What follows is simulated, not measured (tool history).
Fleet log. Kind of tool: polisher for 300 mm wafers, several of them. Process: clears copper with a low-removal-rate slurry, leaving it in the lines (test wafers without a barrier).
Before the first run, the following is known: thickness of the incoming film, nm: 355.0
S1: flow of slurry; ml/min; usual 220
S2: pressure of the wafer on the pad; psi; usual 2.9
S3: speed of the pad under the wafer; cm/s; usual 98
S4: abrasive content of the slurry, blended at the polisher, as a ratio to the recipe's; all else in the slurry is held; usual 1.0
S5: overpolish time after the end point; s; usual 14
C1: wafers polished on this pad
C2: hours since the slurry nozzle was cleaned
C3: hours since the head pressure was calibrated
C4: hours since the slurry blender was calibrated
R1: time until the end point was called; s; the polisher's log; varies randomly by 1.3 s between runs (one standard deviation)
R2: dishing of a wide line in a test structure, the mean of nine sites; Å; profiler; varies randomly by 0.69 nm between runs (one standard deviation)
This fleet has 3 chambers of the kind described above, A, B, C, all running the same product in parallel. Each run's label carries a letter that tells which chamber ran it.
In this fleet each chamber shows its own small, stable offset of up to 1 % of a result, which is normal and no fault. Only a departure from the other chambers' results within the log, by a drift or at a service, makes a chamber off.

run 1A day=0.292 | S1=220 S2=2.9 S3=98 S4=1.0 S5=14 | C1=930 C2=108.0 C3=427.6 C4=145.7 | R1=113.540 R2=308.82
run 2C day=0.654 | S1=220 S2=2.9 S3=98 S4=1.0 S5=14 | C1=1084 C2=94.2 C3=241.7 C4=75.7 | R1=116.510 R2=310.48
run 3B day=0.821 | S1=220 S2=2.9 S3=98 S4=1.0 S5=14 | C1=1069 C2=209.0 C3=598.0 C4=170.0 | R1=115.190 R2=293.15
run 4B day=1.146 | S1=220 S2=2.9 S3=98 S4=1.0 S5=14 | C1=1140 C2=216.8 C3=605.8 C4=177.8 | R1=113.460 R2=296.99
-- day=1.154 chamber B: slurry nozzle cleaned
run 5C day=1.471 | S1=220 S2=2.9 S3=98 S4=1.0 S5=14 | C1=1263 C2=113.8 C3=261.3 C4=95.3 | R1=111.840 R2=298.94
run 6A day=1.642 | S1=175 S2=2.9 S3=72 S4=1.0 S5=14 | C1=1225 C2=140.4 C3=460.0 C4=178.1 | R1=160.540 R2=224.17
-- day=1.775 chamber A: worn pad replaced by a new one
run 7A day=2.000 | S1=175 S2=2.9 S3=72 S4=1.0 S5=14 | C1=49 C2=149.0 C3=468.6 C4=186.7 | R1=162.670 R2=224.43
run 8B day=2.208 | S1=175 S2=2.9 S3=72 S4=1.0 S5=14 | C1=1373 C2=25.3 C3=631.3 C4=203.3 | R1=163.040 R2=222.25
-- day=2.217 chamber B: worn pad replaced by a new one
-- day=2.321 chamber C: worn pad replaced by a new one
run 9C day=2.500 | S1=220 S2=2.9 S3=98 S4=1.0 S5=14 | C1=40 C2=138.5 C3=286.0 C4=120.0 | R1=114.050 R2=307.58
-- day=2.683 chamber B: slurry blender recalibrated
run 10B day=2.708 | S1=220 S2=2.9 S3=98 S4=1.0 S5=14 | C1=107 C2=37.3 C3=643.3 C4=0.7 | R1=113.130 R2=294.31
run 11A day=3.004 | S1=220 S2=2.9 S3=98 S4=1.0 S5=14 | C1=269 C2=173.1 C3=492.7 C4=210.8 | R1=119.540 R2=311.44
run 12C day=3.242 | S1=220 S2=2.9 S3=98 S4=1.0 S5=14 | C1=202 C2=156.3 C3=303.8 C4=137.8 | R1=114.390 R2=298.33
run 13B day=3.488 | S1=220 S2=2.9 S3=98 S4=1.0 S5=14 | C1=278 C2=56.0 C3=662.0 C4=19.4 | R1=113.170 R2=308.61
run 14A day=3.842 | S1=220 S2=2.9 S3=98 S4=1.0 S5=14 | C1=453 C2=193.2 C3=512.8 C4=230.9 | R1=117.990 R2=309.24
run 15C day=4.038 | S1=220 S2=2.9 S3=98 S4=1.0 S5=14 | C1=376 C2=175.4 C3=322.9 C4=156.9 | R1=114.900 R2=298.94
run 16A day=4.262 | S1=220 S2=2.9 S3=98 S4=1.0 S5=14 | C1=545 C2=203.3 C3=522.9 C4=241.0 | R1=119.500 R2=296.60
run 17B day=4.471 | S1=220 S2=2.9 S3=98 S4=1.0 S5=14 | C1=493 C2=79.6 C3=685.6 C4=43.0 | R1=115.280 R2=316.46
run 18C day=4.779 | S1=220 S2=2.9 S3=98 S4=1.0 S5=14 | C1=539 C2=193.2 C3=340.7 C4=174.7 | R1=115.030 R2=307.27
run 19A day=5.125 | S1=220 S2=2.9 S3=98 S4=1.0 S5=14 | C1=734 C2=224.0 C3=543.6 C4=261.7 | R1=119.760 R2=307.84
run 20B day=5.383 | S1=220 S2=2.9 S3=98 S4=1.0 S5=14 | C1=693 C2=101.5 C3=707.5 C4=64.9 | R1=113.610 R2=302.48
-- day=5.712 chamber A: head pressure recalibrated
run 21C day=5.742 | S1=220 S2=2.9 S3=98 S4=1.0 S5=14 | C1=750 C2=216.3 C3=363.8 C4=197.8 | R1=115.310 R2=288.16
run 22B day=6.083 | S1=220 S2=2.9 S3=98 S4=1.0 S5=14 | C1=846 C2=118.3 C3=724.3 C4=81.7 | R1=116.100 R2=309.64
run 23A day=6.317 | S1=220 S2=2.9 S3=98 S4=1.0 S5=14 | C1=995 C2=252.6 C3=14.5 C4=290.3 | R1=116.420 R2=296.47
run 24C day=6.608 | S1=220 S2=2.9 S3=98 S4=1.0 S5=14 | C1=939 C2=237.1 C3=384.6 C4=218.6 | R1=116.110 R2=299.76
run 25B day=6.871 | S1=220 S2=2.9 S3=98 S4=1.0 S5=14 | C1=1019 C2=137.2 C3=743.2 C4=100.6 | R1=114.980 R2=308.40
run 26C day=7.133 | S1=220 S2=2.9 S3=98 S4=1.0 S5=14 | C1=1054 C2=249.7 C3=397.2 C4=231.2 | R1=114.960 R2=306.66
run 27A day=7.312 | S1=220 S2=2.9 S3=98 S4=1.0 S5=14 | C1=1213 C2=276.5 C3=38.4 C4=314.2 | R1=119.190 R2=303.81
run 28B day=7.554 | S1=220 S2=2.9 S3=98 S4=1.0 S5=14 | C1=1169 C2=153.6 C3=759.6 C4=117.0 | R1=114.450 R2=295.09
-- day=7.633 chamber A: worn pad replaced by a new one
run 29A day=7.875 | S1=220 S2=2.9 S3=98 S4=1.0 S5=14 | C1=53 C2=290.0 C3=51.9 C4=327.7 | R1=118.300 R2=281.11
-- day=7.933 chamber C: worn pad replaced by a new one
run 30C day=8.196 | S1=220 S2=2.9 S3=98 S4=1.0 S5=14 | C1=57 C2=275.2 C3=422.7 C4=256.7 | R1=113.320 R2=315.86
run 31A day=8.475 | S1=220 S2=2.9 S3=98 S4=1.0 S5=14 | C1=184 C2=304.4 C3=66.3 C4=342.1 | R1=121.310 R2=292.02
-- day=8.575 chamber B: slurry nozzle cleaned
run 32B day=8.829 | S1=220 S2=2.9 S3=98 S4=1.0 S5=14 | C1=1448 C2=6.1 C3=790.2 C4=147.6 | R1=117.680 R2=320.67
-- day=8.938 chamber B: worn pad replaced by a new one
run 33C day=9.062 | S1=220 S2=2.9 S3=98 S4=1.0 S5=14 | C1=247 C2=296.0 C3=443.5 C4=277.5 | R1=114.700 R2=295.77
run 34A day=9.358 | S1=220 S2=2.9 S3=98 S4=1.0 S5=14 | C1=378 C2=325.6 C3=87.5 C4=363.3 | R1=118.310 R2=299.08
run 35C day=9.667 | S1=220 S2=2.9 S3=98 S4=1.0 S5=14 | C1=379 C2=310.5 C3=458.0 C4=292.0 | R1=115.630 R2=305.05
run 36B day=9.862 | S1=220 S2=2.9 S3=98 S4=1.0 S5=14 | C1=202 C2=30.9 C3=815.0 C4=172.4 | R1=114.910 R2=291.30
run 37A day=10.196 | S1=195 S2=2.9 S3=122 S4=1.0 S5=14 | C1=561 C2=345.7 C3=107.6 C4=383.4 | R1=97.851 R2=345.05
run 38C day=10.533 | S1=195 S2=2.9 S3=122 S4=1.0 S5=14 | C1=569 C2=331.3 C3=478.8 C4=312.8 | R1=94.276 R2=358.79
run 39B day=10.804 | S1=195 S2=2.9 S3=122 S4=1.0 S5=14 | C1=409 C2=53.5 C3=837.6 C4=195.0 | R1=93.682 R2=365.71
-- day=10.892 chamber B: slurry blender recalibrated
run 40B day=11.162 | S1=220 S2=3.5 S3=98 S4=1.0 S5=14 | C1=487 C2=62.1 C3=846.2 C4=6.6 | R1=94.325 R2=361.66
run 41C day=11.396 | S1=220 S2=3.5 S3=98 S4=1.0 S5=14 | C1=758 C2=352.0 C3=499.5 C4=333.5 | R1=93.499 R2=348.54
run 42A day=11.708 | S1=220 S2=3.5 S3=98 S4=1.0 S5=14 | C1=892 C2=382.0 C3=143.9 C4=419.7 | R1=103.740 R2=341.63
run 43A day=11.967 | S1=220 S2=2.9 S3=98 S4=1.0 S5=14 | C1=949 C2=388.2 C3=150.1 C4=425.9 | R1=121.070 R2=289.57
run 44B day=12.150 | S1=265 S2=3.7 S3=98 S4=1.0 S5=14 | C1=703 C2=85.8 C3=869.9 C4=30.3 | R1=90.594 R2=379.21

Is one chamber off against the others, does the gauge drift, or is nothing wrong? If a chamber is off, say which, and what the likeliest cause is.

It is chamber A that slowly wanders off from its peers.
Likeliest cause: abrasive missing from the slurry, % = 27.1.
With only this log, it may be confused with: slurry flow missing at the pad, %.

Chamber A could run next with any of the 4 candidate recipes listed below; each alters the usual settings, and their results appear as question marks. Which one brings its results back in line with what the other chambers deliver on the usual settings?
Allowed miss from the other chambers' usual-settings mean, per result, to count as in line: R1 4.600 s; R2 24.00 Å
run 45A-1 day=12.417 | S1=220 S2=3.1 S3=104 S4=1.0 S5=13 | R1=? R2=?
run 45A-2 day=12.417 | S1=220 S2=2.7 S3=92 S4=1.0 S5=15 | R1=? R2=?
run 45A-3 day=12.417 | S1=220 S2=3.0 S3=102 S4=1.0 S5=14 | R1=? R2=?
run 45A-4 day=12.417 | S1=220 S2=2.8 S3=94 S4=1.0 S5=14 | R1=? R2=?

The mean the other chambers reach with the usual settings: R1 114.270 s; R2 303.94 Å
run=45A-1 R1=108.120 R2=305.74
run=45A-2 R1=140.260 R2=274.23
run=45A-3 R1=113.900 R2=311.35
run=45A-4 R1=132.390 R2=271.83
45A-3 brings the chamber back in line.
